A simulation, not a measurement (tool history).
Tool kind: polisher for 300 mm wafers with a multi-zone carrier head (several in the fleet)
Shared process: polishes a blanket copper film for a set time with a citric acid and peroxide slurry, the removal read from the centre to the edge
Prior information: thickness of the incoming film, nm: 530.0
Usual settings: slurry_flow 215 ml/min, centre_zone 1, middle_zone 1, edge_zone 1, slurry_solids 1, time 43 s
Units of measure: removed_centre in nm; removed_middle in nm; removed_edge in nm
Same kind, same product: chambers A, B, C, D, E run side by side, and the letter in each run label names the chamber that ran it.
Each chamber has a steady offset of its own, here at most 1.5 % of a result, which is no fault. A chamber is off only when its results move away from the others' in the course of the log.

{"run": "1D", "day": 0.217, "slurry_flow": 215, "centre_zone": 1, "middle_zone": 1, "edge_zone": 1, "slurry_solids": 1, "time": 43, "removed_centre": 78.606, "removed_middle": 77.287, "removed_edge": 78.307}
{"day": 0.308, "done": "chamber C: worn pad replaced by a new one"}
{"run": "2A", "day": 0.575, "slurry_flow": 215, "centre_zone": 1, "middle_zone": 1, "edge_zone": 1, "slurry_solids": 1, "time": 43, "removed_centre": 77.534, "removed_middle": 77.649, "removed_edge": 77.798}
{"day": 0.717, "done": "chamber B: worn pad replaced by a new one"}
{"day": 0.733, "done": "chamber A: worn pad replaced by a new one"}
{"run": "3E", "day": 0.908, "slurry_flow": 215, "centre_zone": 1, "middle_zone": 1, "edge_zone": 1, "slurry_solids": 1, "time": 43, "removed_centre": 77.166, "removed_middle": 78.083, "removed_edge": 77.658}
{"run": "4B", "day": 1.188, "slurry_flow": 215, "centre_zone": 1, "middle_zone": 1, "edge_zone": 1, "slurry_solids": 1, "time": 43, "removed_centre": 77.084, "removed_middle": 77.505, "removed_edge": 77.573}
{"run": "5C", "day": 1.5, "slurry_flow": 215, "centre_zone": 1, "middle_zone": 1, "edge_zone": 1, "slurry_solids": 1, "time": 43, "removed_centre": 77.582, "removed_middle": 77.326, "removed_edge": 78.455}
{"run": "6E", "day": 1.671, "slurry_flow": 215, "centre_zone": 1, "middle_zone": 1, "edge_zone": 1, "slurry_solids": 1, "time": 43, "removed_centre": 77.84, "removed_middle": 78.157, "removed_edge": 79.121}
{"day": 1.904, "done": "chamber C: edge zone pressure recalibrated"}
{"run": "7D", "day": 2.025, "slurry_flow": 215, "centre_zone": 1, "middle_zone": 1, "edge_zone": 1, "slurry_solids": 1, "time": 43, "removed_centre": 77.904, "removed_middle": 77.619, "removed_edge": 78.575}
{"day": 2.2, "done": "chamber D: worn pad replaced by a new one"}
{"run": "8B", "day": 2.346, "slurry_flow": 215, "centre_zone": 1, "middle_zone": 1, "edge_zone": 1, "slurry_solids": 1, "time": 43, "removed_centre": 75.956, "removed_middle": 76.236, "removed_edge": 76.945}
{"day": 2.45, "done": "chamber D: slurry nozzle cleaned"}
{"run": "9C", "day": 2.521, "slurry_flow": 215, "centre_zone": 1, "middle_zone": 1, "edge_zone": 1, "slurry_solids": 1, "time": 43, "removed_centre": 78.161, "removed_middle": 77.895, "removed_edge": 77.974}
{"run": "10A", "day": 2.904, "slurry_flow": 215, "centre_zone": 1, "middle_zone": 1, "edge_zone": 1, "slurry_solids": 1, "time": 43, "removed_centre": 78.369, "removed_middle": 78.005, "removed_edge": 78.645}
{"day": 2.929, "done": "chamber C: worn pad replaced by a new one"}
{"run": "11C", "day": 3.188, "slurry_flow": 215, "centre_zone": 1, "middle_zone": 1, "edge_zone": 1, "slurry_solids": 1, "time": 43, "removed_centre": 77.886, "removed_middle": 77.813, "removed_edge": 78.588}
{"day": 3.504, "done": "chamber D: centre zone pressure recalibrated"}
{"run": "12E", "day": 3.508, "slurry_flow": 215, "centre_zone": 1, "middle_zone": 1, "edge_zone": 1, "slurry_solids": 1, "time": 43, "removed_centre": 78.703, "removed_middle": 78.747, "removed_edge": 77.772}
{"run": "13A", "day": 3.692, "slurry_flow": 215, "centre_zone": 1, "middle_zone": 1, "edge_zone": 1, "slurry_solids": 1, "time": 43, "removed_centre": 77.875, "removed_middle": 78.315, "removed_edge": 76.592}
{"run": "14D", "day": 3.904, "slurry_flow": 215, "centre_zone": 1, "middle_zone": 1, "edge_zone": 1, "slurry_solids": 1, "time": 43, "removed_centre": 77.145, "removed_middle": 77.668, "removed_edge": 76.187}
{"day": 3.992, "done": "chamber A: worn pad replaced by a new one"}
{"day": 4.158, "done": "chamber B: worn pad replaced by a new one"}
{"run": "15B", "day": 4.208, "slurry_flow": 215, "centre_zone": 1, "middle_zone": 1, "edge_zone": 1, "slurry_solids": 1, "time": 43, "removed_centre": 77.197, "removed_middle": 76.988, "removed_edge": 77.533}
{"run": "16D", "day": 4.383, "slurry_flow": 215, "centre_zone": 1, "middle_zone": 1, "edge_zone": 1, "slurry_solids": 1, "time": 43, "removed_centre": 78.334, "removed_middle": 76.707, "removed_edge": 77.318}
{"run": "17E", "day": 4.779, "slurry_flow": 215, "centre_zone": 1, "middle_zone": 1, "edge_zone": 1, "slurry_solids": 1, "time": 43, "removed_centre": 76.737, "removed_middle": 78.281, "removed_edge": 78.524}
{"run": "18A", "day": 4.979, "slurry_flow": 215, "centre_zone": 1, "middle_zone": 1, "edge_zone": 1, "slurry_solids": 1, "time": 43, "removed_centre": 76.958, "removed_middle": 77.807, "removed_edge": 78.177}
{"day": 5.171, "done": "chamber C: worn pad replaced by a new one"}
{"run": "19C", "day": 5.254, "slurry_flow": 215, "centre_zone": 1, "middle_zone": 1, "edge_zone": 1, "slurry_solids": 1, "time": 43, "removed_centre": 77.001, "removed_middle": 78.358, "removed_edge": 78.269}
{"run": "20B", "day": 5.538, "slurry_flow": 215, "centre_zone": 1, "middle_zone": 1, "edge_zone": 1, "slurry_solids": 1, "time": 43, "removed_centre": 76.162, "removed_middle": 76.628, "removed_edge": 77.457}
{"day": 5.771, "done": "chamber D: worn pad replaced by a new one"}
{"run": "21D", "day": 5.821, "slurry_flow": 215, "centre_zone": 1, "middle_zone": 1, "edge_zone": 1, "slurry_solids": 1, "time": 43, "removed_centre": 78.678, "removed_middle": 77.267, "removed_edge": 78.058}
{"run": "22E", "day": 6.208, "slurry_flow": 215, "centre_zone": 1, "middle_zone": 1, "edge_zone": 1, "slurry_solids": 1, "time": 43, "removed_centre": 76.348, "removed_middle": 76.694, "removed_edge": 77.449}
{"run": "23A", "day": 6.521, "slurry_flow": 215, "centre_zone": 1, "middle_zone": 1.05, "edge_zone": 1, "slurry_solids": 1, "time": 43, "removed_centre": 78.449, "removed_middle": 82.153, "removed_edge": 77.675}
{"run": "24C", "day": 6.7, "slurry_flow": 215, "centre_zone": 1, "middle_zone": 1.05, "edge_zone": 1, "slurry_solids": 1, "time": 43, "removed_centre": 76.856, "removed_middle": 80.764, "removed_edge": 78.978}
{"run": "25B", "day": 6.9, "slurry_flow": 215, "centre_zone": 1, "middle_zone": 1.05, "edge_zone": 1, "slurry_solids": 1, "time": 43, "removed_centre": 76.864, "removed_middle": 80.114, "removed_edge": 75.255}
{"day": 6.996, "done": "chamber A: worn pad replaced by a new one"}
{"day": 7.242, "done": "chamber C: worn pad replaced by a new one"}
{"run": "26A", "day": 7.296, "slurry_flow": 215, "centre_zone": 1, "middle_zone": 1.05, "edge_zone": 1, "slurry_solids": 1, "time": 43, "removed_centre": 77.753, "removed_middle": 81.782, "removed_edge": 77.989}
{"run": "27D", "day": 7.504, "slurry_flow": 215, "centre_zone": 1, "middle_zone": 1.05, "edge_zone": 1, "slurry_solids": 1, "time": 43, "removed_centre": 78.242, "removed_middle": 80.959, "removed_edge": 78.413}
{"day": 7.604, "done": "chamber B: worn pad replaced by a new one"}
{"run": "28C", "day": 7.896, "slurry_flow": 215, "centre_zone": 1, "middle_zone": 1.11, "edge_zone": 0.89, "slurry_solids": 1, "time": 43, "removed_centre": 77.574, "removed_middle": 85.914, "removed_edge": 74.002}
{"run": "29B", "day": 8.092, "slurry_flow": 215, "centre_zone": 1, "middle_zone": 1.11, "edge_zone": 0.89, "slurry_solids": 1, "time": 43, "removed_centre": 76.492, "removed_middle": 84.713, "removed_edge": 72.737}
{"run": "30E", "day": 8.329, "slurry_flow": 215, "centre_zone": 1, "middle_zone": 1.11, "edge_zone": 0.89, "slurry_solids": 1, "time": 43, "removed_centre": 72.723, "removed_middle": 81.008, "removed_edge": 70.246}
{"run": "31C", "day": 8.538, "slurry_flow": 215, "centre_zone": 1, "middle_zone": 1.11, "edge_zone": 0.89, "slurry_solids": 1, "time": 43, "removed_centre": 78.311, "removed_middle": 85.986, "removed_edge": 74.536}
{"run": "32B", "day": 8.792, "slurry_flow": 215, "centre_zone": 1, "middle_zone": 1.11, "edge_zone": 0.89, "slurry_solids": 1, "time": 43, "removed_centre": 77.22, "removed_middle": 85.117, "removed_edge": 71.663}
{"run": "33D", "day": 9.062, "slurry_flow": 215, "centre_zone": 1, "middle_zone": 1, "edge_zone": 1, "slurry_solids": 1, "time": 43, "removed_centre": 77.293, "removed_middle": 77.536, "removed_edge": 76.808}
{"day": 9.071, "done": "chamber C: slurry nozzle cleaned"}
{"run": "34E", "day": 9.408, "slurry_flow": 215, "centre_zone": 1, "middle_zone": 1, "edge_zone": 1, "slurry_solids": 1, "time": 43, "removed_centre": 71.961, "removed_middle": 72.142, "removed_edge": 73.42}
{"day": 9.6, "done": "chamber C: worn pad replaced by a new one"}
{"run": "35A", "day": 9.783, "slurry_flow": 215, "centre_zone": 1, "middle_zone": 1, "edge_zone": 1, "slurry_solids": 1, "time": 43, "removed_centre": 78.495, "removed_middle": 77.596, "removed_edge": 76.746}
{"day": 9.908, "done": "chamber E: edge zone pressure recalibrated"}
{"day": 9.921, "done": "chamber A: worn pad replaced by a new one"}
{"day": 9.975, "done": "chamber D: worn pad replaced by a new one"}
{"day": 10.088, "done": "chamber B: slurry nozzle cleaned"}
{"run": "36C", "day": 10.142, "slurry_flow": 215, "centre_zone": 1, "middle_zone": 1, "edge_zone": 1, "slurry_solids": 1, "time": 43, "removed_centre": 79.271, "removed_middle": 77.883, "removed_edge": 78.061}
{"run": "37E", "day": 10.329, "slurry_flow": 215, "centre_zone": 0.95, "middle_zone": 1, "edge_zone": 1, "slurry_solids": 0.8, "time": 43, "removed_centre": 64.725, "removed_middle": 68.491, "removed_edge": 69.457}
{"run": "38B", "day": 10.562, "slurry_flow": 215, "centre_zone": 0.95, "middle_zone": 1, "edge_zone": 1, "slurry_solids": 0.8, "time": 43, "removed_centre": 69.79, "removed_middle": 74.181, "removed_edge": 72.478}
{"run": "39D", "day": 10.846, "slurry_flow": 215, "centre_zone": 0.95, "middle_zone": 1, "edge_zone": 1, "slurry_solids": 0.8, "time": 43, "removed_centre": 69.874, "removed_middle": 74.213, "removed_edge": 72.817}
{"run": "40A", "day": 11.062, "slurry_flow": 215, "centre_zone": 0.95, "middle_zone": 1, "edge_zone": 1, "slurry_solids": 0.8, "time": 43, "removed_centre": 69.865, "removed_middle": 74.539, "removed_edge": 74.126}
{"day": 11.083, "done": "chamber B: worn pad replaced by a new one"}
{"run": "41E", "day": 11.283, "slurry_flow": 215, "centre_zone": 0.95, "middle_zone": 1, "edge_zone": 1, "slurry_solids": 0.8, "time": 43, "removed_centre": 63.297, "removed_middle": 67.507, "removed_edge": 68.248}
{"run": "42B", "day": 11.617, "slurry_flow": 215, "centre_zone": 1, "middle_zone": 1, "edge_zone": 1, "slurry_solids": 1, "time": 43, "removed_centre": 77.913, "removed_middle": 76.857, "removed_edge": 76.227}

Decide between three cases: one chamber stands off from its peers, the gauge reading all wafers drifts, or nothing is wrong past each chamber's small offset. Where a chamber is off, say which and what most likely put it there.

One chamber, E, drifts off from the rest bit by bit.
Likeliest cause: removal rate lost through wear of the pad, % = 11.1.

Below are 4 candidate recipes for chamber E's next run, each the usual settings with a change, their results shown as question marks. Which of them brings E's results back in line with what the other chambers give on the usual settings?
Maximum distance from the other chambers' mean on the usual settings for a result to count as in line: removed_centre 2.2 nm; removed_middle 1.6 nm; removed_edge 2.6 nm
{"run": "43E-1", "day": 11.9, "slurry_flow": 215, "centre_zone": 1, "middle_zone": 1, "edge_zone": 1, "slurry_solids": 1, "time": 41, "removed_centre": "?", "removed_middle": "?", "removed_edge": "?"}
{"run": "43E-2", "day": 11.9, "slurry_flow": 210, "centre_zone": 0.99, "middle_zone": 0.99, "edge_zone": 1, "slurry_solids": 1, "time": 39, "removed_centre": "?", "removed_middle": "?", "removed_edge": "?"}
{"run": "43E-3", "day": 11.9, "slurry_flow": 215, "centre_zone": 1, "middle_zone": 1, "edge_zone": 1, "slurry_solids": 1, "time": 45, "removed_centre": "?", "removed_middle": "?", "removed_edge": "?"}
{"run": "43E-4", "day": 11.9, "slurry_flow": 220, "centre_zone": 1.01, "middle_zone": 1, "edge_zone": 1, "slurry_solids": 1, "time": 48, "removed_centre": "?", "removed_middle": "?", "removed_edge": "?"}

Mean of the other chambers on the usual settings: removed_centre 77.596 nm; removed_middle 77.473 nm; removed_edge 77.538 nm
run=43E-1 removed_centre=65.908 removed_middle=65.669 removed_edge=66.7
run=43E-2 removed_centre=61.774 removed_middle=61.69 removed_edge=63.303
run=43E-3 removed_centre=72.338 removed_middle=72.075 removed_edge=73.208
run=43E-4 removed_centre=78.278 removed_middle=77.113 removed_edge=78.268
Change 43E-4 lands the chamber within the allowed miss of the other chambers.
